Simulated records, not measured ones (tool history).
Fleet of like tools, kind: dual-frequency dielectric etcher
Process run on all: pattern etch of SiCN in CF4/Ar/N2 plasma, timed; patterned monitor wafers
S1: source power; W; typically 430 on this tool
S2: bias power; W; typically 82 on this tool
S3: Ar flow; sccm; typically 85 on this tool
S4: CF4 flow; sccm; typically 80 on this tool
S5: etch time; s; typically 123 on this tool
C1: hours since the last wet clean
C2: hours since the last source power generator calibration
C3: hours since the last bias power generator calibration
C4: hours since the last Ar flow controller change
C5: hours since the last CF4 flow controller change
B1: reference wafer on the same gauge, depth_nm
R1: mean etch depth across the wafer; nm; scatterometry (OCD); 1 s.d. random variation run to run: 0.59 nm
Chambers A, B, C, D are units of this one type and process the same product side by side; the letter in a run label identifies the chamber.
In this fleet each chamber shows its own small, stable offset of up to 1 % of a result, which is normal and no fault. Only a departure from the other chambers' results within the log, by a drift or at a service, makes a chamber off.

run,hour,S1,S2,S3,S4,S5,C1,C2,C3,C4,C5,B1,R1
1D,10.4,430,82,85,80,123,234.9,332.2,4008,1822.5,2488.6,124.93,110.26
2A,21.4,430,82,85,80,123,232.8,899.9,3427.4,1840,4941.7,124.99,111.61
3C,28.9,430,82,85,80,123,193.9,3192.3,2949.9,1252.1,3121.5,124.8,111.48
# hour 36.2: chamber D: CF4 flow controller replaced
4B,38.1,430,82,85,80,123,148,3739.8,1728.7,307.9,1891.7,125.01,109.81
5D,46.8,430,82,85,80,123,271.3,368.6,4044.4,1858.9,10.6,125.22,110.64
6A,56,430,82,85,80,123,267.4,934.5,3462,1874.6,4976.3,124.83,110.35
7B,63.2,430,82,85,80,123,173.1,3764.9,1753.8,333,1916.8,124.83,109.15
8C,72.8,430,82,85,80,123,237.8,3236.2,2993.8,1296,3165.4,124.87,110.92
9D,79.7,430,82,85,80,123,304.2,401.5,4077.3,1891.8,43.5,124.94,110.97
10C,89.2,430,82,85,80,123,254.2,3252.6,3010.2,1312.4,3181.8,124.79,110.93
11B,100.7,430,82,85,80,123,210.6,3802.4,1791.3,370.5,1954.3,124.9,110.76
12A,111.3,430,82,85,80,123,322.7,989.8,3517.3,1929.9,5031.6,124.91,111.8
13A,121.7,430,82,85,80,123,333.1,1000.2,3527.7,1940.3,5042,125.04,110.22
14C,127.2,430,82,85,80,123,292.2,3290.6,3048.2,1350.4,3219.8,124.89,110.52
15D,132.5,430,82,85,80,123,357,454.3,4130.1,1944.6,96.3,125.03,110.18
16B,144.1,430,82,85,80,123,254,3845.8,1834.7,413.9,1997.7,125.05,110.06
17B,149.5,430,82,85,80,123,259.4,3851.2,1840.1,419.3,2003.1,124.92,111.8
18C,155.9,430,82,85,80,123,320.9,3319.3,3076.9,1379.1,3248.5,124.96,110.64
19A,165.8,430,82,85,80,123,377.2,1044.3,3571.8,1984.4,5086.1,124.88,111.17
20D,176.7,430,82,85,80,123,401.2,498.5,4174.3,1988.8,140.5,124.92,110.92
21D,185.5,430,82,85,80,123,410,507.3,4183.1,1997.6,149.3,124.93,110.92
22C,191.6,430,82,85,80,123,356.6,3355,3112.6,1414.8,3284.2,124.95,110.8
23A,199.5,430,82,85,80,123,410.9,1078,3605.5,2018.1,5119.8,125.04,111.3
# hour 202.2: chamber C: bias power generator calibrated
24B,210.2,430,82,85,80,123,320.1,3911.9,1900.8,480,2063.8,124.89,110.61
# hour 218.1: chamber C: wet clean of the chamber
# hour 218.6: chamber A: Ar flow controller replaced
25D,221.8,430,82,85,80,123,446.3,543.6,4219.4,2033.9,185.6,125.15,110.72
26B,227.2,430,82,85,88,152,337.1,3928.9,1917.8,497,2080.8,125.05,138
27A,236.9,430,82,85,88,152,448.3,1115.4,3642.9,18.3,5157.2,125.08,138.89
28C,242.9,430,82,85,88,152,24.8,3406.3,40.8,1466.1,3335.5,124.99,138.73
29B,251.3,430,82,85,88,152,361.2,3953,1941.9,521.1,2104.9,125,137.78
30A,260.1,430,82,85,80,123,471.5,1138.6,3666.1,41.5,5180.4,124.84,110.15

For the next run the whole fleet of 4 chambers uses the same settings. Give each chamber's results:
31A,268.5,430,82,85,61,123,,,,,,,?
31B,268.5,430,82,85,61,123,,,,,,,?
31C,268.5,430,82,85,61,123,,,,,,,?
31D,268.5,430,82,85,61,123,,,,,,,?

run,R1
31A,105.87
31B,106.41
31C,107.82
31D,107.07

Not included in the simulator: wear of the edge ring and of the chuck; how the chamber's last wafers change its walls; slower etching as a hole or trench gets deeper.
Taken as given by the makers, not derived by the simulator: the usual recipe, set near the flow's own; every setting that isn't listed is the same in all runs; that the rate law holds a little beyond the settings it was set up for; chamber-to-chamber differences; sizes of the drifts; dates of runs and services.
